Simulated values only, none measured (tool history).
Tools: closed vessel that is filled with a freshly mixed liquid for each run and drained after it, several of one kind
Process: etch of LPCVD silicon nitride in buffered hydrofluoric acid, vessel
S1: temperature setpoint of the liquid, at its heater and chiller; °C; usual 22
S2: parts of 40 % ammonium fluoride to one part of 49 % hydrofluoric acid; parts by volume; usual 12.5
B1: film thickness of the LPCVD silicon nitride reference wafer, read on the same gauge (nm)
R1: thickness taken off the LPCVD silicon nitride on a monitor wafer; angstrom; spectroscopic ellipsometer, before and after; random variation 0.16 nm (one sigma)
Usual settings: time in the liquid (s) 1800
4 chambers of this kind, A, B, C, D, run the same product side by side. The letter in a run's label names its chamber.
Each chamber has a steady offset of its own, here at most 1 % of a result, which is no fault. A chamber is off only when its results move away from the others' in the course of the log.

{"run": "1A", "day": 0.325, "S1": 22, "S2": 12.5, "time in the liquid (s)": 1800, "B1": 150.03, "R1": 174.9}
{"run": "2C", "day": 0.633, "S1": 22, "S2": 12.5, "time in the liquid (s)": 1800, "B1": 150.04, "R1": 171.78}
{"run": "3D", "day": 0.95, "S1": 22, "S2": 12.5, "time in the liquid (s)": 1800, "B1": 149.99, "R1": 175.72}
{"run": "4B", "day": 1.396, "S1": 22, "S2": 12.5, "time in the liquid (s)": 1800, "B1": 150.0, "R1": 175.22}
{"run": "5C", "day": 1.971, "S1": 22, "S2": 12.5, "time in the liquid (s)": 1800, "B1": 150.02, "R1": 170.59}
{"run": "6D", "day": 2.5, "S1": 22, "S2": 12.5, "time in the liquid (s)": 1800, "B1": 149.99, "R1": 171.51}
{"run": "7A", "day": 2.817, "S1": 22, "S2": 12.5, "time in the liquid (s)": 1800, "B1": 149.93, "R1": 173.46}
{"run": "8B", "day": 3.083, "S1": 22, "S2": 12.5, "time in the liquid (s)": 1800, "B1": 150.05, "R1": 173.38}
{"run": "9B", "day": 3.612, "S1": 22, "S2": 12.5, "time in the liquid (s)": 1800, "B1": 150.0, "R1": 173.91}
{"run": "10C", "day": 4.021, "S1": 22, "S2": 12.5, "time in the liquid (s)": 1800, "B1": 150.0, "R1": 174.67}
{"run": "11A", "day": 4.512, "S1": 22, "S2": 12.5, "time in the liquid (s)": 1800, "B1": 150.02, "R1": 173.16}
{"run": "12D", "day": 4.942, "S1": 22, "S2": 12.5, "time in the liquid (s)": 1800, "B1": 150.0, "R1": 176.14}
{"run": "13B", "day": 5.538, "S1": 22, "S2": 12.5, "time in the liquid (s)": 1800, "B1": 150.04, "R1": 174.01}
{"run": "14C", "day": 6.129, "S1": 22, "S2": 12.5, "time in the liquid (s)": 1800, "B1": 149.96, "R1": 172.79}
{"run": "15D", "day": 6.592, "S1": 26, "S2": 16.5, "time in the liquid (s)": 1800, "B1": 150.01, "R1": 163.48}
{"run": "16A", "day": 7.079, "S1": 26, "S2": 16.5, "time in the liquid (s)": 1800, "B1": 150.0, "R1": 164.12}
{"day": 7.217, "done": "chamber B: hydrofluoric acid flow meter replaced"}
{"run": "17A", "day": 7.508, "S1": 26, "S2": 16.5, "time in the liquid (s)": 1800, "B1": 150.0, "R1": 163.11}
{"run": "18C", "day": 8.058, "S1": 26, "S2": 16.5, "time in the liquid (s)": 1800, "B1": 149.98, "R1": 162.97}
{"run": "19D", "day": 8.583, "S1": 22, "S2": 14.5, "time in the liquid (s)": 1800, "B1": 150.02, "R1": 147.29}
{"run": "20B", "day": 8.954, "S1": 22, "S2": 14.5, "time in the liquid (s)": 1800, "B1": 149.97, "R1": 148.24}
{"run": "21D", "day": 9.475, "S1": 22, "S2": 14.5, "time in the liquid (s)": 1800, "B1": 150.01, "R1": 146.45}
{"run": "22A", "day": 9.767, "S1": 22, "S2": 14.5, "time in the liquid (s)": 1800, "B1": 150.02, "R1": 150.37}
{"run": "23C", "day": 10.346, "S1": 22, "S2": 12.5, "time in the liquid (s)": 1800, "B1": 150.02, "R1": 169.95}
{"run": "24B", "day": 10.75, "S1": 25, "S2": 12.5, "time in the liquid (s)": 2365, "B1": 150.02, "R1": 268.08}
{"run": "25B", "day": 11.133, "S1": 25, "S2": 12.5, "time in the liquid (s)": 2365, "B1": 150.02, "R1": 273.0}
{"run": "26C", "day": 11.429, "S1": 25, "S2": 12.5, "time in the liquid (s)": 2365, "B1": 150.0, "R1": 269.72}
{"run": "27D", "day": 11.871, "S1": 25, "S2": 12.5, "time in the liquid (s)": 2365, "B1": 149.98, "R1": 252.76}
{"run": "28A", "day": 12.454, "S1": 22, "S2": 12.5, "time in the liquid (s)": 2565, "B1": 149.97, "R1": 245.3}
{"run": "29D", "day": 12.721, "S1": 22, "S2": 12.5, "time in the liquid (s)": 2565, "B1": 149.99, "R1": 233.96}
{"run": "30B", "day": 13.133, "S1": 22, "S2": 12.5, "time in the liquid (s)": 2565, "B1": 149.97, "R1": 247.37}
{"run": "31C", "day": 13.496, "S1": 22, "S2": 12.5, "time in the liquid (s)": 2565, "B1": 150.01, "R1": 248.77}
{"run": "32A", "day": 13.767, "S1": 22, "S2": 12.5, "time in the liquid (s)": 1800, "B1": 150.02, "R1": 172.39}

All 4 chambers run these settings next. Forecast each chamber's results:
{"run": "33A", "day": 14.2, "S1": 22, "S2": 12.5, "time in the liquid (s)": 1800, "R1": "?"}
{"run": "33B", "day": 14.2, "S1": 22, "S2": 12.5, "time in the liquid (s)": 1800, "R1": "?"}
{"run": "33C", "day": 14.2, "S1": 22, "S2": 12.5, "time in the liquid (s)": 1800, "R1": "?"}
{"run": "33D", "day": 14.2, "S1": 22, "S2": 12.5, "time in the liquid (s)": 1800, "R1": "?"}

run=33A R1=172.53
run=33B R1=170.99
run=33C R1=172.84
run=33D R1=160.00
